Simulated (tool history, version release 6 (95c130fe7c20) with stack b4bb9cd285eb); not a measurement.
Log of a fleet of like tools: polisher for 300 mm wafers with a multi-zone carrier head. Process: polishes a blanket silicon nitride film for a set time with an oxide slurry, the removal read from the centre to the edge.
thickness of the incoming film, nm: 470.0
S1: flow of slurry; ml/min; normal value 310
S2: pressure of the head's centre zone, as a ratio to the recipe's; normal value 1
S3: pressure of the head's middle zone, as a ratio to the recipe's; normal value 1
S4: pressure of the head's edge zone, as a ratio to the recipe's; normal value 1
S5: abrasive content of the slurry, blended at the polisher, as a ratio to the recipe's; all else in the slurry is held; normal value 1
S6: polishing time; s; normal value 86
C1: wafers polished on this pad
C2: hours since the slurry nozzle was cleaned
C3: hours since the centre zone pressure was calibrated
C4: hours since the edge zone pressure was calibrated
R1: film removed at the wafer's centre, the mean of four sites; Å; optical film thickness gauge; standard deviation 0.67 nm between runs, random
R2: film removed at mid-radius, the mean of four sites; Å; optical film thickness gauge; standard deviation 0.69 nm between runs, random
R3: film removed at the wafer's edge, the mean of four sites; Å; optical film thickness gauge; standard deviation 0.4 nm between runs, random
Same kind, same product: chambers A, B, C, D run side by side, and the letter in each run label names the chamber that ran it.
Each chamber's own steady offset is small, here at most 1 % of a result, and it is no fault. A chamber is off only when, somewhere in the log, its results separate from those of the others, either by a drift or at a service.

At hour 3: chamber B: worn pad replaced by a new one.
Run 1A, hour 3.8: usual settings; C1 265; C2 4.7; C3 134; C4 1057.7. Result: R1 482.93 Å, R2 481.22 Å, R3 488.32 Å.
Run 2C, hour 6.8: usual settings; C1 995; C2 392.7; C3 564.7; C4 174.9. Result: R1 480.13 Å, R2 488.34 Å, R3 489.6 Å.
At hour 7.2: chamber C: worn pad replaced by a new one.
Run 3D, hour 9.5: usual settings; C1 647; C2 285.2; C3 224.1; C4 79.3. Result: R1 482.94 Å, R2 492.3 Å, R3 475.01 Å.
Run 4B, hour 13.8: usual settings; C1 132; C2 275.4; C3 1016.6; C4 233.9. Result: R1 476.66 Å, R2 477.68 Å, R3 484.99 Å.
Run 5A, hour 17.4: usual settings; C1 431; C2 18.3; C3 147.6; C4 1071.3. Result: R1 483.77 Å, R2 473.25 Å, R3 485.41 Å.
Run 6D, hour 19.9: usual settings but S6 109 s; C1 774; C2 295.6; C3 234.5; C4 89.7. Result: R1 628.54 Å, R2 618.23 Å, R3 610.83 Å.
Run 7C, hour 23.4: usual settings but S6 109 s; C1 199; C2 409.3; C3 581.3; C4 191.5. Result: R1 615.64 Å, R2 609.49 Å, R3 605.23 Å.
Run 8B, hour 26.9: usual settings but S6 109 s; C1 292; C2 288.5; C3 1029.7; C4 247. Result: R1 606.11 Å, R2 611.22 Å, R3 610.32 Å.
Run 9C, hour 30.5: usual settings but S6 109 s; C1 285; C2 416.4; C3 588.4; C4 198.6. Result: R1 606.84 Å, R2 624.86 Å, R3 604.54 Å.
Run 10A, hour 33.3: usual settings; C1 625; C2 34.2; C3 163.5; C4 1087.2. Result: R1 471.33 Å, R2 480.34 Å, R3 484.95 Å.
At hour 33.7: chamber C: slurry nozzle cleaned.
Run 11D, hour 37.2: usual settings; C1 985; C2 312.9; C3 251.8; C4 107. Result: R1 479.09 Å, R2 497.15 Å, R3 481.14 Å.
At hour 37.7: chamber A: worn pad replaced by a new one.
Run 12B, hour 41.8: usual settings but S2 1.04, S5 1.2; C1 474; C2 303.4; C3 1044.6; C4 261.9. Result: R1 548.57 Å, R2 535.78 Å, R3 520.49 Å.
Run 13B, hour 45.7: usual settings but S2 1.04, S5 1.2; C1 521; C2 307.3; C3 1048.5; C4 265.8. Result: R1 556.62 Å, R2 526.18 Å, R3 515.95 Å.
At hour 48.2: chamber A: edge zone pressure recalibrated.
Run 14D, hour 50.6: usual settings but S2 1.04, S5 1.2; C1 1149; C2 326.3; C3 265.2; C4 120.4. Result: R1 552.95 Å, R2 523.32 Å, R3 524.7 Å.
Run 15A, hour 54.8: usual settings but S2 1.04, S5 1.2; C1 209; C2 55.7; C3 185; C4 6.7. Result: R1 555.79 Å, R2 513.02 Å, R3 521.19 Å.
Run 16C, hour 58.1: usual settings; C1 622; C2 24.5; C3 616; C4 226.2. Result: R1 489.03 Å, R2 478.63 Å, R3 480.8 Å.
Run 17D, hour 60.6: usual settings; C1 1271; C2 336.3; C3 275.2; C4 130.4. Result: R1 493.66 Å, R2 484.12 Å, R3 481.69 Å.
Run 18B, hour 63.6: usual settings but S1 215 ml/min, S6 104 s; C1 740; C2 325.2; C3 1066.4; C4 283.7. Result: R1 559.95 Å, R2 566.03 Å, R3 562 Å.
At hour 64.6: chamber D: worn pad replaced by a new one.
Run 19C, hour 66: usual settings but S1 215 ml/min, S6 104 s; C1 719; C2 32.4; C3 623.9; C4 234.1. Result: R1 555.97 Å, R2 559.85 Å, R3 568.33 Å.
At hour 67.4: chamber C: centre zone pressure recalibrated.
Run 20A, hour 71.1: usual settings but S1 215 ml/min, S6 104 s; C1 408; C2 72; C3 201.3; C4 23. Result: R1 566.85 Å, R2 546.79 Å, R3 571.86 Å.
Run 21D, hour 75.8: usual settings but S1 215 ml/min, S6 104 s; C1 137; C2 351.5; C3 290.4; C4 145.6. Result: R1 559.52 Å, R2 560.89 Å, R3 570.7 Å.
Run 22C, hour 78.4: usual settings; C1 870; C2 44.8; C3 11.1; C4 246.5. Result: R1 491.72 Å, R2 487.48 Å, R3 484.75 Å.
Run 23B, hour 82.9: usual settings; C1 976; C2 344.5; C3 1085.7; C4 303. Result: R1 486.73 Å, R2 479.06 Å, R3 483.67 Å.
Run 24A, hour 85.5: usual settings; C1 584; C2 86.4; C3 215.7; C4 37.4. Result: R1 485.98 Å, R2 474.02 Å, R3 478.65 Å.
At hour 87.8: chamber B: centre zone pressure recalibrated.
Run 25C, hour 88.9: usual settings; C1 999; C2 55.3; C3 21.6; C4 257. Result: R1 487.21 Å, R2 481.4 Å, R3 477.36 Å.
At hour 89.4: chamber C: worn pad replaced by a new one.
Run 26B, hour 92.3: usual settings; C1 1091; C2 353.9; C3 4.5; C4 312.4. Result: R1 422.19 Å, R2 482.01 Å, R3 481.72 Å.
At hour 94.6: chamber A: worn pad replaced by a new one.
Run 27A, hour 95.6: usual settings; C1 12; C2 96.5; C3 225.8; C4 47.5. Result: R1 476.2 Å, R2 472.41 Å, R3 484.66 Å.
Run 28D, hour 99.9: usual settings; C1 431; C2 375.6; C3 314.5; C4 169.7. Result: R1 474.03 Å, R2 481.73 Å, R3 482.6 Å.
Run 29C, hour 102.4: usual settings; C1 159; C2 68.8; C3 35.1; C4 270.5. Result: R1 480.01 Å, R2 486.47 Å, R3 488.7 Å.
At hour 105.8: chamber B: worn pad replaced by a new one.
Run 30A, hour 105.9: usual settings; C1 138; C2 106.8; C3 236.1; C4 57.8. Result: R1 491.79 Å, R2 490.08 Å, R3 478.16 Å.
Run 31D, hour 109.4: usual settings; C1 548; C2 385.1; C3 324; C4 179.2. Result: R1 478.7 Å, R2 478.4 Å, R3 481.97 Å.
Run 32B, hour 113.4: usual settings but S3 0.96, S4 1.08; C1 93; C2 375; C3 25.6; C4 333.5. Result: R1 437.21 Å, R2 462.74 Å, R3 507.33 Å.
Run 33A, hour 116.3: usual settings but S3 0.96, S4 1.08; C1 265; C2 117.2; C3 246.5; C4 68.2. Result: R1 482.61 Å, R2 466.11 Å, R3 509 Å.
Run 34C, hour 120.3: usual settings but S3 0.96, S4 1.08; C1 378; C2 86.7; C3 53; C4 288.4. Result: R1 472.45 Å, R2 464.87 Å, R3 503.25 Å.
Run 35D, hour 123.5: usual settings but S3 0.96, S4 1.08; C1 720; C2 399.2; C3 338.1; C4 193.3. Result: R1 478.38 Å, R2 470.17 Å, R3 501.65 Å.
Run 36B, hour 127.7: usual settings; C1 268; C2 389.3; C3 39.9; C4 347.8. Result: R1 432.78 Å, R2 482.48 Å, R3 481.44 Å.
Run 37A, hour 133.2: usual settings; C1 472; C2 134.1; C3 263.4; C4 85.1. Result: R1 491.79 Å, R2 481.27 Å, R3 482.88 Å.
Run 38D, hour 136.7: usual settings but S4 0.92; C1 881; C2 412.4; C3 351.3; C4 206.5. Result: R1 471.17 Å, R2 478.49 Å, R3 464.64 Å.
Run 39B, hour 141.6: usual settings but S4 0.92; C1 438; C2 403.2; C3 53.8; C4 361.7. Result: R1 432.83 Å, R2 490.77 Å, R3 459.12 Å.
Run 40C, hour 144.9: usual settings but S4 0.92; C1 678; C2 111.3; C3 77.6; C4 313. Result: R1 480.95 Å, R2 482.03 Å, R3 465.11 Å.
At hour 147.2: chamber A: worn pad replaced by a new one.
Run 41C, hour 149.9: usual settings but S4 0.92; C1 740; C2 116.3; C3 82.6; C4 318. Result: R1 474.35 Å, R2 466.27 Å, R3 459.95 Å.
At hour 153.8: chamber D: worn pad replaced by a new one.
Run 42D, hour 153.9: usual settings; C1 1; C2 429.6; C3 368.5; C4 223.7. Result: R1 481.86 Å, R2 488.44 Å, R3 479.71 Å.
Run 43A, hour 158.6: usual settings but S1 380 ml/min, S5 1.25; C1 139; C2 159.5; C3 288.8; C4 110.5. Result: R1 539.66 Å, R2 524.69 Å, R3 536.34 Å.

All 4 chambers run these settings next. Forecast each chamber's results:
Run 44A, hour 162.6: usual settings. Result: R1 ?, R2 ?, R3 ?.
Run 44B, hour 162.6: usual settings. Result: R1 ?, R2 ?, R3 ?.
Run 44C, hour 162.6: usual settings. Result: R1 ?, R2 ?, R3 ?.
Run 44D, hour 162.6: usual settings. Result: R1 ?, R2 ?, R3 ?.

run      R1      R2      R3
44A  484.89  466.83  472.92
44B  433.98  465.88   488.2
44C  483.76  475.13  485.33
44D  478.02  483.98   481.5
